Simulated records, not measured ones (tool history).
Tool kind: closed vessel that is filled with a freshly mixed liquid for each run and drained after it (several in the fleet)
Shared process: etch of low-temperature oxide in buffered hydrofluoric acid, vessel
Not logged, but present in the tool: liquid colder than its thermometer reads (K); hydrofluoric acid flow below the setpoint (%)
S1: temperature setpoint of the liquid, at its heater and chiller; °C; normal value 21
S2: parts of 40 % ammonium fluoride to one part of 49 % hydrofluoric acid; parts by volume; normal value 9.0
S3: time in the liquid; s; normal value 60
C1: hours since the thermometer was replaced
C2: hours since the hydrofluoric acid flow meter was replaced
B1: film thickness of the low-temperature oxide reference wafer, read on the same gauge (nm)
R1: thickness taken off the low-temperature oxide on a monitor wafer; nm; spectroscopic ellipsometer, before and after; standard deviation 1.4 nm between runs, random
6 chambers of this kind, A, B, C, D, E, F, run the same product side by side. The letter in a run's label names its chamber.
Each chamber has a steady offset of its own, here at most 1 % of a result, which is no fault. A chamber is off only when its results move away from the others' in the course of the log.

run 1C day=0.262 | S1=21 S2=9.0 S3=60 | C1=343.2 C2=481.9 | B1=60.019 | R1=148.22
run 2D day=0.400 | S1=21 S2=9.0 S3=60 | C1=448.6 C2=844.4 | B1=59.993 | R1=143.70
run 3E day=0.696 | S1=21 S2=9.0 S3=60 | C1=190.6 C2=388.3 | B1=59.992 | R1=147.28
run 4F day=0.925 | S1=21 S2=9.0 S3=60 | C1=168.6 C2=490.7 | B1=59.979 | R1=148.53
run 5B day=1.138 | S1=21 S2=9.0 S3=60 | C1=927.5 C2=1034.5 | B1=59.987 | R1=148.02
run 6A day=1.400 | S1=21 S2=9.0 S3=60 | C1=58.9 C2=888.4 | B1=59.986 | R1=144.82
run 7F day=1.625 | S1=21 S2=9.0 S3=60 | C1=185.4 C2=507.5 | B1=60.007 | R1=143.66
run 8D day=1.783 | S1=21 S2=11.0 S3=60 | C1=481.8 C2=877.6 | B1=59.971 | R1=125.21
run 9E day=1.933 | S1=21 S2=11.0 S3=60 | C1=220.3 C2=418.0 | B1=60.010 | R1=124.03
run 10C day=2.146 | S1=21 S2=11.0 S3=60 | C1=388.4 C2=527.1 | B1=59.992 | R1=125.12
run 11A day=2.367 | S1=21 S2=11.0 S3=60 | C1=82.1 C2=911.6 | B1=60.002 | R1=124.50
run 12B day=2.638 | S1=21 S2=11.0 S3=60 | C1=963.5 C2=1070.5 | B1=60.010 | R1=124.10
run 13F day=2.829 | S1=21 S2=11.0 S3=60 | C1=214.3 C2=536.4 | B1=59.983 | R1=122.45
run 14E day=2.975 | S1=21 S2=9.0 S3=60 | C1=245.3 C2=443.0 | B1=60.005 | R1=147.73
run 15C day=3.108 | S1=21 S2=9.0 S3=60 | C1=411.5 C2=550.2 | B1=59.981 | R1=147.69
run 16A day=3.246 | S1=21 S2=9.0 S3=60 | C1=103.2 C2=932.7 | B1=59.995 | R1=144.98
run 17D day=3.433 | S1=21 S2=9.0 S3=60 | C1=521.4 C2=917.2 | B1=60.004 | R1=145.87
run 18B day=3.712 | S1=21 S2=9.0 S3=60 | C1=989.3 C2=1096.3 | B1=60.018 | R1=144.86
run 19B day=3.954 | S1=21 S2=9.0 S3=60 | C1=995.1 C2=1102.1 | B1=60.004 | R1=145.03
run 20F day=4.192 | S1=21 S2=9.0 S3=60 | C1=247.0 C2=569.1 | B1=60.002 | R1=139.97
-- day=4.271 chamber A: hydrofluoric acid flow meter replaced
run 21D day=4.350 | S1=21 S2=9.0 S3=60 | C1=543.4 C2=939.2 | B1=59.991 | R1=145.18
run 22C day=4.608 | S1=21 S2=9.0 S3=60 | C1=447.5 C2=586.2 | B1=60.004 | R1=147.14
run 23E day=4.821 | S1=21 S2=5.5 S3=70 | C1=289.6 C2=487.3 | B1=60.006 | R1=280.74
run 24A day=5.042 | S1=21 S2=5.5 S3=70 | C1=146.3 C2=18.6 | B1=60.016 | R1=274.95
run 25E day=5.308 | S1=21 S2=5.5 S3=70 | C1=301.3 C2=499.0 | B1=59.997 | R1=275.24
run 26A day=5.467 | S1=21 S2=5.5 S3=70 | C1=156.5 C2=28.8 | B1=59.981 | R1=274.78
run 27B day=5.617 | S1=21 S2=5.5 S3=70 | C1=1035.0 C2=1142.0 | B1=59.992 | R1=274.13
run 28C day=5.858 | S1=21 S2=5.5 S3=70 | C1=477.5 C2=616.2 | B1=60.002 | R1=277.37
run 29F day=6.138 | S1=21 S2=9.0 S3=60 | C1=293.7 C2=615.8 | B1=60.007 | R1=132.19
run 30D day=6.321 | S1=21 S2=9.0 S3=60 | C1=590.7 C2=986.5 | B1=59.996 | R1=143.00
run 31E day=6.538 | S1=21 S2=9.0 S3=60 | C1=330.8 C2=528.5 | B1=59.984 | R1=146.68
run 32C day=6.804 | S1=21 S2=9.0 S3=60 | C1=500.2 C2=638.9 | B1=60.007 | R1=145.91
run 33B day=7.079 | S1=21 S2=9.0 S3=60 | C1=1070.1 C2=1177.1 | B1=59.997 | R1=145.06
run 34A day=7.375 | S1=21 S2=9.0 S3=60 | C1=202.3 C2=74.6 | B1=59.989 | R1=146.64
run 35D day=7.600 | S1=21 S2=9.0 S3=60 | C1=621.4 C2=1017.2 | B1=59.996 | R1=144.47
run 36F day=7.808 | S1=21 S2=9.0 S3=60 | C1=333.8 C2=655.9 | B1=59.998 | R1=131.81
run 37C day=7.983 | S1=17 S2=7.0 S3=60 | C1=528.5 C2=667.2 | B1=59.995 | R1=154.48
run 38E day=8.258 | S1=17 S2=7.0 S3=60 | C1=372.1 C2=569.8 | B1=59.999 | R1=152.61

For the next run the whole fleet of 6 chambers uses the same settings. Give each chamber's results:
run 39A day=8.467 | S1=21 S2=9.0 S3=60 | R1=?
run 39B day=8.467 | S1=21 S2=9.0 S3=60 | R1=?
run 39C day=8.467 | S1=21 S2=9.0 S3=60 | R1=?
run 39D day=8.467 | S1=21 S2=9.0 S3=60 | R1=?
run 39E day=8.467 | S1=21 S2=9.0 S3=60 | R1=?
run 39F day=8.467 | S1=21 S2=9.0 S3=60 | R1=?

run=39A R1=146.99
run=39B R1=144.50
run=39C R1=147.32
run=39D R1=144.40
run=39E R1=147.21
run=39F R1=130.08
